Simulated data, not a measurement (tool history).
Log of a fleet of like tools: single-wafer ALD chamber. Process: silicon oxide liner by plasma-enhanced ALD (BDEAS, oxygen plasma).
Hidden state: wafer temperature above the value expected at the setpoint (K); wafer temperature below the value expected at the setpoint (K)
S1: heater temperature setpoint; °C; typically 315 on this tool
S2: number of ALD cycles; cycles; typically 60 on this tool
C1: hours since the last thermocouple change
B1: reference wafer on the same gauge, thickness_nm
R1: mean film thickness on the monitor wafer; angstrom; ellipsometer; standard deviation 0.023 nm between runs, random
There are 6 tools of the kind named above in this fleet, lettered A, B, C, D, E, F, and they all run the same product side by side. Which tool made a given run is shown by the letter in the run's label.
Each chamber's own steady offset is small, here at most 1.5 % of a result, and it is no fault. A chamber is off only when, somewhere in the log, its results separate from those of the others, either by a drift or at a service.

run,hour,S1,S2,C1,B1,R1
1D,7.7,315,60,25.0,5.1872,54.996
# hour 12.2: chamber F: thermocouple changed; heater temperature recalibrated
# hour 13.4: chamber C: thermocouple changed; heater temperature recalibrated
2B,18.3,315,60,541.8,5.1875,54.730
3F,28.1,315,60,16.0,5.1915,54.826
4A,37.5,315,60,543.9,5.1856,54.973
5E,45.2,315,60,2264.2,5.1882,55.261
6C,53.5,308,60,40.2,5.1897,54.297
7D,62.2,308,60,79.5,5.1879,55.765
8B,72.0,308,60,595.5,5.1914,54.795
9C,80.0,308,60,66.7,5.1882,54.573
10A,93.9,308,60,600.3,5.1879,55.643
11F,108.7,308,60,96.6,5.1880,55.410
12E,118.4,310,60,2337.4,5.1909,55.455
13D,132.0,310,60,149.3,5.1913,55.371
14C,141.4,310,60,128.1,5.1926,54.383
15B,152.1,310,60,675.6,5.1897,54.534
16A,159.8,310,60,666.2,5.1890,55.358
17E,173.6,310,60,2392.6,5.1836,54.833
18F,183.1,315,60,171.0,5.1869,54.904
19A,193.0,315,60,699.4,5.1876,54.411
20E,208.0,315,60,2427.0,5.1907,55.045
# hour 214.2: chamber E: thermocouple changed; heater temperature recalibrated
21D,215.6,315,60,232.9,5.1915,54.789
22C,225.9,315,60,212.6,5.1892,53.831
23F,237.5,315,60,225.4,5.1913,54.841
24B,252.5,315,60,776.0,5.1927,54.259
25F,265.4,315,60,253.3,5.1934,54.831
26A,279.5,315,60,785.9,5.1858,55.033
27E,287.6,315,60,73.5,5.1864,54.733
28D,296.9,315,60,314.2,5.1909,54.518
29B,312.3,315,60,835.8,5.1892,54.334
30C,319.2,315,60,305.9,5.1842,54.052
31F,329.4,315,60,317.3,5.1910,54.966
32E,342.3,315,60,128.2,5.1925,54.571
33D,356.6,315,60,373.9,5.1898,54.832
34C,369.6,315,60,356.3,5.1882,53.937
35A,376.5,315,60,882.9,5.1848,55.204
36B,389.2,315,60,912.7,5.1876,54.146
37A,398.6,329,65,905.0,5.1929,58.577
38C,408.4,329,65,395.1,5.1916,56.955
39D,418.4,329,65,435.7,5.1892,58.074
40B,433.5,329,65,957.0,5.1891,58.209
41E,447.3,329,65,233.2,5.1870,58.024
42F,460.5,329,65,448.4,5.1930,58.562
43B,470.5,324,60,994.0,5.1835,53.893

What goes on in this fleet: one chamber off, a drifting gauge, or nothing beyond the chambers' own small offsets? Name the chamber and the cause, if any.

All chambers stay in line apart from their small fixed offsets, and the gauge does not drift.
